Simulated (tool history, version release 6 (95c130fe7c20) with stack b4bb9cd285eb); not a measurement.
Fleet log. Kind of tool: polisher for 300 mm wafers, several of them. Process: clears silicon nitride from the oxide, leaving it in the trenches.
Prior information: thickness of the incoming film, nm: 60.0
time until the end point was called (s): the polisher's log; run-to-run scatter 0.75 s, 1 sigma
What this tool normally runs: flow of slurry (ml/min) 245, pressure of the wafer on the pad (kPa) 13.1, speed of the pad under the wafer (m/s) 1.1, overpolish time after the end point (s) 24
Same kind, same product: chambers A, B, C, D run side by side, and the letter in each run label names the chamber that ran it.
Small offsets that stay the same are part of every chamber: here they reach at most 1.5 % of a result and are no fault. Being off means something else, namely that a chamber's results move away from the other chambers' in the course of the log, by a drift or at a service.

run	hour	flow of slurry (ml/min)	pressure of the wafer on the pad (kPa)	speed of the pad under the wafer (m/s)	overpolish time after the end point (s)	wafers polished on this pad	hours since the slurry nozzle was cleaned	hours since the head pressure was calibrated	time until the end point was called (s)
# hour 7.4: chamber D: worn pad replaced by a new one
1C	7.8	245	13.1	1.1	24	190	402.4	407.6	85.407
2A	19.2	245	13.1	1.1	24	169	430.9	210.9	86.048
3B	25.1	245	13.1	1.1	24	404	96.5	605	85.559
4D	35.2	245	13.1	1.1	24	167	115.2	647	84.425
5D	46.9	245	13.1	1.1	24	237	126.9	658.7	85.674
6C	58.7	245	13.1	1.1	24	495	453.3	458.5	87.246
7B	69.4	245	13.1	1.1	24	669	140.8	649.3	84.485
8A	76.9	245	13.1	1.1	24	514	488.6	268.6	84.37
9D	84.5	245	13.1	1.1	24	462	164.5	696.3	84.288
10C	94.5	245	13.1	1.1	24	709	489.1	494.3	85.018
11B	105.1	245	13.1	1.1	24	883	176.5	685	85.462
12A	112	245	13.1	1.1	24	725	523.7	303.7	85.627
13A	119.2	245	13.1	1.1	24	768	530.9	310.9	84.075
14B	127.6	245	13.1	1.1	24	1018	199	707.5	87.745
# hour 132.6: chamber C: worn pad replaced by a new one
15D	132.7	325	13.1	1.28	24	751	212.7	744.5	70.324
16C	143.4	325	13.1	1.28	24	64	538	543.2	71.919
17D	154.1	325	13.1	1.28	24	879	234.1	765.9	71.525
# hour 156.4: chamber C: slurry nozzle cleaned
18B	159.7	325	13.1	1.28	24	1210	231.1	739.6	73.929
19C	171.2	245	13.1	1.1	24	231	14.9	571	84.568
# hour 176: chamber A: worn pad replaced by a new one
20A	182.5	245	13.1	1.1	24	39	594.2	374.2	86.237
# hour 183: chamber D: worn pad replaced by a new one
# hour 185.6: chamber C: head pressure recalibrated
21D	187.6	245	13.1	1.1	24	27	267.6	799.4	83.814
22A	196.6	245	13.1	1.1	24	123	608.3	388.3	85.378
# hour 202.2: chamber B: slurry nozzle cleaned
23C	203.2	245	13.1	1.1	24	423	46.9	17.7	86.143
24B	212.7	245	13.1	1.1	24	1528	10.6	792.6	90.299
25B	224.5	245	13.1	1.1	24	1598	22.4	804.4	91.431

Is one chamber out of step, is the gauge drifting, or do the chambers differ by no more than their own small offsets? For an off chamber, give its letter and the likeliest cause.

It is chamber B that slowly wanders off from its peers.
Most likely cause: removal rate lost through wear of the pad, % = 7.47.
With only this log, it may be confused with: head's pressure below its setpoint, %.

Chamber B could run next with any of the 4 candidate recipes listed below; each alters the usual settings, and their results appear as question marks. Which one brings its results back in line with what the other chambers deliver on the usual settings?
In line here means within this much of the mean the other chambers give on the usual settings: time until the end point was called (s) 2.6
26B-1	232.9	250	13.1	1.24	24				?
26B-2	232.9	245	12.4	1.02	24				?
26B-3	232.9	245	13.8	1.12	24				?
26B-4	232.9	245	12.4	1.08	24				?

The other chambers' mean on the usual settings: time until the end point was called (s) 85.003
run	time until the end point was called (s)
26B-1	81.127
26B-2	104.01
26B-3	85.417
26B-4	98.316
The right change is 26B-3: it brings the chamber back within the allowed miss of the others.

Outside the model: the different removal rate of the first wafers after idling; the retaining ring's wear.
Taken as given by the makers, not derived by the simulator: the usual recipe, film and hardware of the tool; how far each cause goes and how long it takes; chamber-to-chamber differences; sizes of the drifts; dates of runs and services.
